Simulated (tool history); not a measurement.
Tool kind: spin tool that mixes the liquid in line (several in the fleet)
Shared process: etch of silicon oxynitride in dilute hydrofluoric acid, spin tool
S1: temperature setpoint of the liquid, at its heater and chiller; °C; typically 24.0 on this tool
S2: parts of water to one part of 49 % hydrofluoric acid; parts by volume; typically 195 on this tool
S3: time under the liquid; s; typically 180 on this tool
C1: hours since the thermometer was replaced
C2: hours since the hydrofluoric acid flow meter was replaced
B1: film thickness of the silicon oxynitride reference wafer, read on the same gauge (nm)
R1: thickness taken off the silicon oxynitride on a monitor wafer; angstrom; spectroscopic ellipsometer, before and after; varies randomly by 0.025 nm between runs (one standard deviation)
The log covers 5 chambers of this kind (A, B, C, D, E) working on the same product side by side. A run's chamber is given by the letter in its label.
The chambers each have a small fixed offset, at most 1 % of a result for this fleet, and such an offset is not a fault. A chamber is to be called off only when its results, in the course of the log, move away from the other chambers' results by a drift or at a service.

| run | hour | S1 | S2 | S3 | C1 | C2 | B1 | R1 |
|---|---|---|---|---|---|---|---|---|
| 1B | 9.6 | 24.0 | 195 | 180 | 1254.3 | 83.4 | 140.00 | 41.401 |
| 2A | 17.7 | 24.0 | 195 | 180 | 1229.3 | 2147.6 | 139.98 | 41.428 |
| 3E | 22.5 | 24.0 | 195 | 180 | 191.1 | 974.3 | 140.00 | 40.863 |
| 4D | 27.8 | 24.0 | 195 | 180 | 392.3 | 948.4 | 139.99 | 41.092 |
|  | 31.3 | chamber C: hydrofluoric acid flow meter replaced |
| 5C | 34.4 | 26.5 | 195 | 180 | 1777.7 | 3.2 | 139.99 | 45.960 |
| 6E | 39.8 | 26.5 | 195 | 180 | 208.4 | 991.6 | 139.99 | 45.818 |
| 7A | 45.0 | 26.5 | 195 | 180 | 1256.6 | 2174.9 | 140.00 | 45.428 |
| 8B | 53.9 | 26.5 | 195 | 180 | 1298.6 | 127.7 | 139.99 | 45.698 |
| 9C | 59.3 | 26.5 | 195 | 180 | 1802.6 | 28.1 | 139.99 | 45.981 |
| 10D | 66.4 | 24.0 | 195 | 180 | 430.9 | 987.0 | 140.01 | 41.097 |
| 11B | 71.7 | 24.0 | 195 | 180 | 1316.4 | 145.5 | 140.03 | 40.960 |
| 12C | 79.5 | 24.0 | 195 | 180 | 1822.8 | 48.3 | 140.02 | 40.884 |
| 13D | 87.6 | 24.0 | 195 | 180 | 452.1 | 1008.2 | 140.00 | 41.102 |
| 14A | 95.4 | 24.0 | 195 | 180 | 1307.0 | 2225.3 | 139.99 | 40.057 |
| 15E | 102.8 | 24.0 | 195 | 180 | 271.4 | 1054.6 | 140.01 | 40.946 |
| 16B | 109.6 | 24.0 | 195 | 180 | 1354.3 | 183.4 | 139.98 | 40.780 |
| 17D | 115.6 | 24.0 | 195 | 180 | 480.1 | 1036.2 | 139.99 | 40.765 |
| 18A | 124.4 | 24.0 | 195 | 180 | 1336.0 | 2254.3 | 140.02 | 39.683 |
| 19E | 131.1 | 24.0 | 195 | 180 | 299.7 | 1082.9 | 140.01 | 40.929 |
| 20C | 137.5 | 24.0 | 195 | 180 | 1880.8 | 106.3 | 140.01 | 41.418 |
| 21C | 142.6 | 24.0 | 105 | 130 | 1885.9 | 111.4 | 140.02 | 59.961 |
| 22E | 147.6 | 24.0 | 105 | 130 | 316.2 | 1099.4 | 139.99 | 57.967 |
| 23A | 153.0 | 24.0 | 105 | 130 | 1364.6 | 2282.9 | 140.00 | 57.304 |
| 24B | 158.5 | 24.0 | 105 | 130 | 1403.2 | 232.3 | 140.02 | 58.907 |
| 25D | 166.6 | 24.0 | 105 | 130 | 531.1 | 1087.2 | 139.99 | 59.038 |
| 26C | 175.2 | 24.0 | 195 | 180 | 1918.5 | 144.0 | 139.97 | 40.912 |
| 27E | 180.4 | 24.0 | 195 | 180 | 349.0 | 1132.2 | 139.99 | 40.500 |
| 28B | 188.8 | 26.5 | 195 | 90 | 1433.5 | 262.6 | 140.00 | 22.991 |
| 29D | 196.0 | 26.5 | 195 | 90 | 560.5 | 1116.6 | 139.99 | 22.884 |
| 30A | 201.4 | 26.5 | 195 | 90 | 1413.0 | 2331.3 | 139.98 | 21.406 |
|  | 203.8 | chamber D: thermometer replaced |
| 31D | 207.3 | 26.5 | 195 | 90 | 3.5 | 1127.9 | 139.99 | 23.207 |
| 32C | 215.0 | 26.5 | 195 | 90 | 1958.3 | 183.8 | 140.00 | 22.902 |
| 33E | 222.0 | 24.0 | 195 | 180 | 390.6 | 1173.8 | 140.00 | 40.602 |
| 34B | 230.5 | 24.0 | 195 | 180 | 1475.2 | 304.3 | 140.00 | 40.899 |
| 35A | 239.3 | 24.0 | 195 | 180 | 1450.9 | 2369.2 | 139.98 | 37.794 |
| 36E | 244.9 | 24.0 | 195 | 180 | 413.5 | 1196.7 | 140.01 | 40.923 |
|  | 246.2 | chamber A: hydrofluoric acid flow meter replaced |
| 37A | 254.8 | 21.5 | 195 | 180 | 1466.4 | 8.7 | 139.99 | 33.884 |
| 38D | 262.8 | 21.5 | 195 | 180 | 59.0 | 1183.4 | 140.00 | 37.054 |
| 39B | 268.7 | 21.5 | 195 | 180 | 1513.4 | 342.5 | 139.98 | 36.704 |
| 40C | 274.5 | 21.5 | 195 | 180 | 2017.8 | 243.3 | 140.01 | 36.649 |
| 41D | 282.9 | 21.5 | 195 | 180 | 79.1 | 1203.5 | 140.01 | 36.907 |

Each of the 5 chambers runs these same settings next. Fill in every chamber's results:
| 42A | 290.1 | 24.0 | 195 | 180 |  |  |  | ? |
| 42B | 290.1 | 24.0 | 195 | 180 |  |  |  | ? |
| 42C | 290.1 | 24.0 | 195 | 180 |  |  |  | ? |
| 42D | 290.1 | 24.0 | 195 | 180 |  |  |  | ? |
| 42E | 290.1 | 24.0 | 195 | 180 |  |  |  | ? |

| run | R1 |
|---|---|
| 42A | 37.598 |
| 42B | 41.299 |
| 42C | 41.338 |
| 42D | 41.234 |
| 42E | 40.092 |
